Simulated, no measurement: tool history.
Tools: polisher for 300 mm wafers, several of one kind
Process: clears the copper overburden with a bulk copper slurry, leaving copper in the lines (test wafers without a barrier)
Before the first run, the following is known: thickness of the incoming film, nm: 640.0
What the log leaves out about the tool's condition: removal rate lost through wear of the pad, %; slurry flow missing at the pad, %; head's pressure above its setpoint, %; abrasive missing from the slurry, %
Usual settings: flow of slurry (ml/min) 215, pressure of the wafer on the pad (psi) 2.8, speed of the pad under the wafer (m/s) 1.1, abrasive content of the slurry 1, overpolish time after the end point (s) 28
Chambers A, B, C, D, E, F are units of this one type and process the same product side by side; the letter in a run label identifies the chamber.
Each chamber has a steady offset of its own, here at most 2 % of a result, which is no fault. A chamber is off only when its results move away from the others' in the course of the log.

run    day  flow of slurry (ml/min)  pressure of the wafer on the pad (psi)  speed of the pad under the wafer (m/s)  abrasive content of the slurry  overpolish time after the end point (s)  wafers polished on this pad  hours since the slurry nozzle was cleaned  hours since the head pressure was calibrated  hours since the slurry blender was calibrated  time until the end point was called (s)  dishing of a wide line in a test structure (Å)
 1E  0.167                      215                                     2.8                                     1.1                               1                                       28                          349                                      376.5                                         967.7                                            145                                   76.885                                           693.3
 2F  0.304                      215                                     2.8                                     1.1                               1                                       28                          823                                      207.8                                        1147.8                                          134.6                                   76.583                                          694.54
     0.325  -- chamber F: worn pad replaced by a new one
 3C  0.496                      215                                     2.8                                     1.1                               1                                       28                          148                                      305.4                                           414                                            115                                   78.891                                          694.37
 4D  0.625                      215                                     2.8                                     1.1                               1                                       28                          890                                      497.2                                         650.3                                           65.2                                   78.405                                          706.04
 5B  0.812                      215                                     3.6                                    0.76                               1                                       28                          890                                       23.2                                           403                                          115.4                                    86.87                                          706.93
 6A  0.962                      215                                     3.6                                    0.76                               1                                       28                          467                                      543.4                                         729.7                                          177.2                                   87.775                                           712.5
 7B  1.062                      215                                     3.6                                    0.76                               1                                       28                          939                                       29.2                                           409                                          121.4                                   87.686                                           722.7
 8A  1.254                      215                                     3.6                                    0.76                               1                                       28                          523                                      550.4                                         736.7                                          184.2                                   86.106                                           697.5
 9E  1.396                      215                                     3.6                                    0.76                               1                                       28                          588                                        406                                         997.2                                          174.5                                   85.797                                          695.58
10C    1.6                      215                                     3.6                                    0.76                               1                                       28                          364                                      331.9                                         440.5                                          141.5                                   87.938                                           697.6
11D  1.692                      215                                     2.8                                     1.1                               1                                       28                         1098                                      522.8                                         675.9                                           90.8                                   78.214                                           705.4
12F  1.833                      260                                     2.8                                    1.26                               1                                       28                          294                                      244.5                                        1184.5                                          171.3                                    65.88                                          718.02
13A  1.921                      260                                     2.8                                    1.26                               1                                       28                          653                                      566.4                                         752.7                                          200.2                                   66.902                                          737.11
     2.042  -- chamber B: worn pad replaced by a new one
14F  2.071                      260                                     2.8                                    1.26                               1                                       28                          340                                      250.2                                        1190.2                                            177                                   65.007                                          721.01
15E  2.204                      260                                     2.8                                    1.26                               1                                       28                          746                                      425.4                                        1016.6                                          193.9                                   66.155                                          698.99
16C  2.338                      260                                     2.8                                    1.26                               1                                       28                          507                                      349.6                                         458.2                                          159.2                                   67.772                                          731.99
     2.488  -- chamber D: slurry nozzle cleaned
17D  2.529                      260                                     2.8                                    1.26                               1                                       28                         1261                                        1.1                                           696                                          110.9                                    66.15                                          743.03
18B  2.633                      215                                     2.8                                     1.1                               1                                       28                          115                                       66.9                                         446.7                                          159.1                                   76.939                                          739.41
19D  2.821                      215                                     2.8                                     1.1                               1                                       28                         1318                                        8.1                                           703                                          117.9                                    77.41                                          699.93
      2.95  -- chamber D: worn pad replaced by a new one
20C  3.017                      215                                     2.8                                     1.1                               1                                       28                          640                                      365.9                                         474.5                                          175.5                                    79.17                                          702.21
     3.117  -- chamber A: slurry blender recalibrated
21E  3.221                      215                                     2.8                                     1.1                               1                                       28                          944                                      449.8                                          1041                                          218.3                                   78.024                                          679.14
22B  3.312                      215                                     2.8                                     1.1                               1                                       28                          248                                       83.2                                           463                                          175.4                                   76.297                                          699.11
23A  3.508                      215                                     2.8                                     1.1                               1                                       28                          963                                      604.5                                         790.8                                            9.4                                   78.102                                          687.84
     3.708  -- chamber A: worn pad replaced by a new one
24F  3.708                      215                                     2.8                                     1.1                               1                                       28                          659                                      289.5                                        1229.5                                          216.3                                   76.668                                          690.09
25A  3.825                      215                                     2.8                                     1.1                               1                                       28                           22                                      612.1                                         798.4                                             17                                   77.491                                          695.91
26E  3.946                      215                                     2.8                                     1.1                               1                                       28                         1085                                      467.2                                        1058.4                                          235.7                                   79.276                                          689.11
     3.958  -- chamber F: head pressure recalibrated
27B    4.1                      215                                     2.8                                     1.1                               1                                       28                          401                                      102.1                                         481.9                                          194.3                                    77.88                                           715.5
     4.183  -- chamber F: worn pad replaced by a new one
28F  4.267                      215                                     2.8                                     1.1                               1                                       28                           16                                      302.9                                           7.4                                          229.7                                   76.804                                          691.59
29D  4.417                      215                                     2.8                                     1.1                               1                                       28                          286                                       46.4                                         741.3                                          156.2                                   78.006                                          698.17
30C  4.617                      215                                     2.8                                     1.1                               1                                       28                          952                                      404.3                                         512.9                                          213.9                                   77.609                                          727.01
     4.692  -- chamber C: worn pad replaced by a new one
31F  4.717                      215                                     2.8                                     1.1                               1                                       28                          104                                      313.7                                          18.2                                          240.5                                   77.828                                          690.63
32E  4.858                      215                                     2.8                                     1.1                               1                                       28                         1263                                      489.1                                        1080.3                                          257.6                                   79.464                                          699.84
33D  4.988                      215                                     2.3                                     1.1                            0.85                                       28                          397                                       60.1                                           755                                          169.9                                   98.511                                          628.31
34B  5.121                      215                                     2.3                                     1.1                            0.85                                       28                          600                                      126.6                                         506.4                                          218.8                                   97.639                                          607.35
      5.25  -- chamber B: head pressure recalibrated
35C    5.3                      215                                     2.3                                     1.1                            0.85                                       28                          118                                      420.7                                         529.3                                          230.3                                   99.234                                           641.4
36A  5.412                      215                                     2.3                                     1.1                            0.85                                       28                          332                                      650.2                                         836.5                                           55.1                                   98.401                                          617.41
37D  5.612                      215                                     2.3                                     1.1                            0.85                                       28                          519                                       75.1                                           770                                          184.9                                   97.919                                          636.56
     5.696  -- chamber E: slurry nozzle cleaned
38F  5.775                      215                                     2.3                                     1.1                            0.85                                       28                          310                                      339.1                                          43.6                                          265.9                                   97.998                                          622.65
39A  5.904                      215                                     2.8                                     1.1                               1                                       28                          428                                        662                                         848.3                                           66.9                                   76.803                                          723.28
40E  6.062                      215                                     2.8                                     1.1                               1                                       28                         1498                                        8.9                                        1109.2                                          286.5                                   81.134                                           683.4
41B  6.179                      215                                     2.8                                     1.1                               1                                       28                          807                                        152                                          22.3                                          244.2                                   77.477                                          697.12
42C  6.388                      215                                     2.8                                     1.1                               1                                       28                          330                                      446.8                                         555.4                                          256.4                                   78.853                                          695.09
43A  6.529                      215                                     2.8                                     1.1                               1                                       28                          550                                        677                                         863.3                                           81.9                                   76.765                                          705.45
44D  6.675                      215                                     2.8                                     1.1                               1                                       28                          726                                      100.6                                         795.5                                          210.4                                   77.564                                          700.63

What goes on in this fleet: one chamber off, a drifting gauge, or nothing beyond the chambers' own small offsets? Name the chamber and the cause, if any.

It is chamber E that slowly wanders off from its peers.
What lies behind it: removal rate lost through wear of the pad, % = 8.81.
With only this log, it may be confused with: head's pressure below its setpoint, %; abrasive missing from the slurry, %.

Chamber E could run next with any of the 4 candidate recipes listed below; each alters the usual settings, and their results appear as question marks. Which one brings its results back in line with what the other chambers deliver on the usual settings?
Allowed miss from the other chambers' usual-settings mean, per result, to count as in line: time until the end point was called (s) 2.6; dishing of a wide line in a test structure (Å) 50
45E-1  6.825                      215                                     2.8                                    1.12                               1                                       28                                                                                                                                                                                                             ?                                               ?
45E-2  6.825                      215                                     2.7                                    1.06                               1                                       28                                                                                                                                                                                                             ?                                               ?
45E-3  6.825                      215                                     2.9                                    1.14                               1                                       28                                                                                                                                                                                                             ?                                               ?
45E-4  6.825                      215                                     2.8                                    1.08                               1                                       28                                                                                                                                                                                                             ?                                               ?

The mean the other chambers reach with the usual settings: time until the end point was called (s) 77.744; dishing of a wide line in a test structure (Å) 701.66
  run  time until the end point was called (s)  dishing of a wide line in a test structure (Å)
45E-1                                   82.844                                          682.19
45E-2                                   90.852                                          660.28
45E-3                                   78.536                                             696
45E-4                                   85.929                                          675.35
With 45E-3, the chamber falls back in line with the rest.

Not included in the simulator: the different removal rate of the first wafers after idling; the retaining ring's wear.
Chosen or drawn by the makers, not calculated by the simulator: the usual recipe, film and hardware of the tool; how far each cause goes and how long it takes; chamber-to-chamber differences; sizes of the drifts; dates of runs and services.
